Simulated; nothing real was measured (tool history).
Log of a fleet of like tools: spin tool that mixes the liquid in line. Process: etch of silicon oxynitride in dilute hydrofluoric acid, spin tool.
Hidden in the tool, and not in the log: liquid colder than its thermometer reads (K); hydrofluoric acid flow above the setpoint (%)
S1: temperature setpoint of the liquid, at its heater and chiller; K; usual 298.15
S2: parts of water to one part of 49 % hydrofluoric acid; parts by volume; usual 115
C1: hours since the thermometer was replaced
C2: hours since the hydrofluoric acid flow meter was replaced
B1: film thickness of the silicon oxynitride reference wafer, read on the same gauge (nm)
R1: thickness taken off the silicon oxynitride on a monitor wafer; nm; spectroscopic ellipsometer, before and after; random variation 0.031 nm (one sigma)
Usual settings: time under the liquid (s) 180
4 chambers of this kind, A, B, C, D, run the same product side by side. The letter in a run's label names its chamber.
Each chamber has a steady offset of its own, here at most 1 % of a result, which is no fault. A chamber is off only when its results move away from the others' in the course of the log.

run 1A hour=11.4 | S1=298.15 S2=115 time_under_the_liquid_(s)=180 | C1=1965.6 C2=215.6 | B1=69.999 | R1=3.1690
run 2D hour=21.8 | S1=298.15 S2=115 time_under_the_liquid_(s)=180 | C1=2540.5 C2=368.4 | B1=69.977 | R1=3.2391
run 3C hour=30.2 | S1=298.15 S2=115 time_under_the_liquid_(s)=180 | C1=1628.9 C2=206.7 | B1=70.012 | R1=3.2014
run 4B hour=38.7 | S1=298.15 S2=115 time_under_the_liquid_(s)=180 | C1=1089.4 C2=781.4 | B1=70.020 | R1=3.1677
run 5A hour=46.2 | S1=298.15 S2=115 time_under_the_liquid_(s)=180 | C1=2000.4 C2=250.4 | B1=69.985 | R1=3.2219
run 6D hour=53.5 | S1=298.15 S2=115 time_under_the_liquid_(s)=180 | C1=2572.2 C2=400.1 | B1=69.974 | R1=3.2449
run 7C hour=61.6 | S1=296.65 S2=115 time_under_the_liquid_(s)=180 | C1=1660.3 C2=238.1 | B1=70.010 | R1=2.9777
run 8B hour=70.9 | S1=296.65 S2=115 time_under_the_liquid_(s)=180 | C1=1121.6 C2=813.6 | B1=70.013 | R1=2.9009
run 9C hour=80.5 | S1=296.65 S2=115 time_under_the_liquid_(s)=180 | C1=1679.2 C2=257.0 | B1=69.986 | R1=2.9981
run 10B hour=86.7 | S1=296.65 S2=115 time_under_the_liquid_(s)=180 | C1=1137.4 C2=829.4 | B1=69.976 | R1=2.9356
run 11A hour=93.7 | S1=298.15 S2=115 time_under_the_liquid_(s)=180 | C1=2047.9 C2=297.9 | B1=70.015 | R1=3.1649
run 12D hour=103.7 | S1=298.15 S2=70 time_under_the_liquid_(s)=285 | C1=2622.4 C2=450.3 | B1=70.016 | R1=8.7391
run 13D hour=109.7 | S1=298.15 S2=70 time_under_the_liquid_(s)=285 | C1=2628.4 C2=456.3 | B1=69.996 | R1=8.7489
run 14A hour=115.8 | S1=298.15 S2=70 time_under_the_liquid_(s)=285 | C1=2070.0 C2=320.0 | B1=70.009 | R1=8.5050
-- hour=117.8 chamber D: thermometer replaced
-- hour=121.1 chamber D: hydrofluoric acid flow meter replaced
run 15C hour=127.3 | S1=298.15 S2=70 time_under_the_liquid_(s)=285 | C1=1726.0 C2=303.8 | B1=69.976 | R1=8.7359
run 16B hour=134.7 | S1=298.15 S2=115 time_under_the_liquid_(s)=180 | C1=1185.4 C2=877.4 | B1=69.973 | R1=3.1097
run 17D hour=145.9 | S1=298.15 S2=115 time_under_the_liquid_(s)=180 | C1=28.1 C2=24.9 | B1=69.996 | R1=3.2019
run 18C hour=155.8 | S1=298.15 S2=115 time_under_the_liquid_(s)=180 | C1=1754.5 C2=332.3 | B1=69.997 | R1=3.2560
run 19A hour=165.3 | S1=298.15 S2=115 time_under_the_liquid_(s)=180 | C1=2119.5 C2=369.5 | B1=70.015 | R1=3.1835
run 20B hour=172.0 | S1=298.15 S2=115 time_under_the_liquid_(s)=180 | C1=1222.7 C2=914.7 | B1=70.017 | R1=3.0333
run 21B hour=183.6 | S1=298.15 S2=115 time_under_the_liquid_(s)=180 | C1=1234.3 C2=926.3 | B1=69.990 | R1=3.0265
run 22A hour=189.7 | S1=298.15 S2=115 time_under_the_liquid_(s)=180 | C1=2143.9 C2=393.9 | B1=69.988 | R1=3.1556
run 23C hour=198.3 | S1=298.15 S2=115 time_under_the_liquid_(s)=180 | C1=1797.0 C2=374.8 | B1=70.008 | R1=3.2417
run 24D hour=206.5 | S1=298.15 S2=115 time_under_the_liquid_(s)=180 | C1=88.7 C2=85.5 | B1=69.975 | R1=3.1883
run 25A hour=213.8 | S1=298.15 S2=115 time_under_the_liquid_(s)=180 | C1=2168.0 C2=418.0 | B1=70.022 | R1=3.1963
-- hour=215.7 chamber A: thermometer replaced
-- hour=219.9 chamber C: hydrofluoric acid flow meter replaced
run 26B hour=221.6 | S1=298.15 S2=115 time_under_the_liquid_(s)=180 | C1=1272.3 C2=964.3 | B1=70.038 | R1=2.9746
run 27D hour=230.2 | S1=298.15 S2=90 time_under_the_liquid_(s)=180 | C1=112.4 C2=109.2 | B1=69.993 | R1=4.1524
run 28C hour=237.8 | S1=298.15 S2=90 time_under_the_liquid_(s)=180 | C1=1836.5 C2=18.0 | B1=69.972 | R1=4.2100
run 29B hour=245.1 | S1=298.15 S2=90 time_under_the_liquid_(s)=180 | C1=1295.8 C2=987.8 | B1=69.977 | R1=3.8506
run 30C hour=250.8 | S1=298.15 S2=90 time_under_the_liquid_(s)=180 | C1=1849.5 C2=31.0 | B1=69.992 | R1=4.1296
run 31D hour=255.9 | S1=298.15 S2=115 time_under_the_liquid_(s)=180 | C1=138.1 C2=134.9 | B1=70.024 | R1=3.2213
run 32A hour=263.7 | S1=298.15 S2=115 time_under_the_liquid_(s)=180 | C1=48.1 C2=467.9 | B1=70.028 | R1=3.1715
-- hour=265.3 chamber B: hydrofluoric acid flow meter replaced
run 33B hour=270.5 | S1=298.15 S2=115 time_under_the_liquid_(s)=180 | C1=1321.2 C2=5.3 | B1=70.037 | R1=2.9507

Next, every chamber runs the same settings. What will each give?
run 34A hour=278.7 | S1=298.15 S2=115 time_under_the_liquid_(s)=180 | R1=?
run 34B hour=278.7 | S1=298.15 S2=115 time_under_the_liquid_(s)=180 | R1=?
run 34C hour=278.7 | S1=298.15 S2=115 time_under_the_liquid_(s)=180 | R1=?
run 34D hour=278.7 | S1=298.15 S2=115 time_under_the_liquid_(s)=180 | R1=?

run=34A R1=3.1503
run=34B R1=2.9275
run=34C R1=3.1731
run=34D R1=3.2540
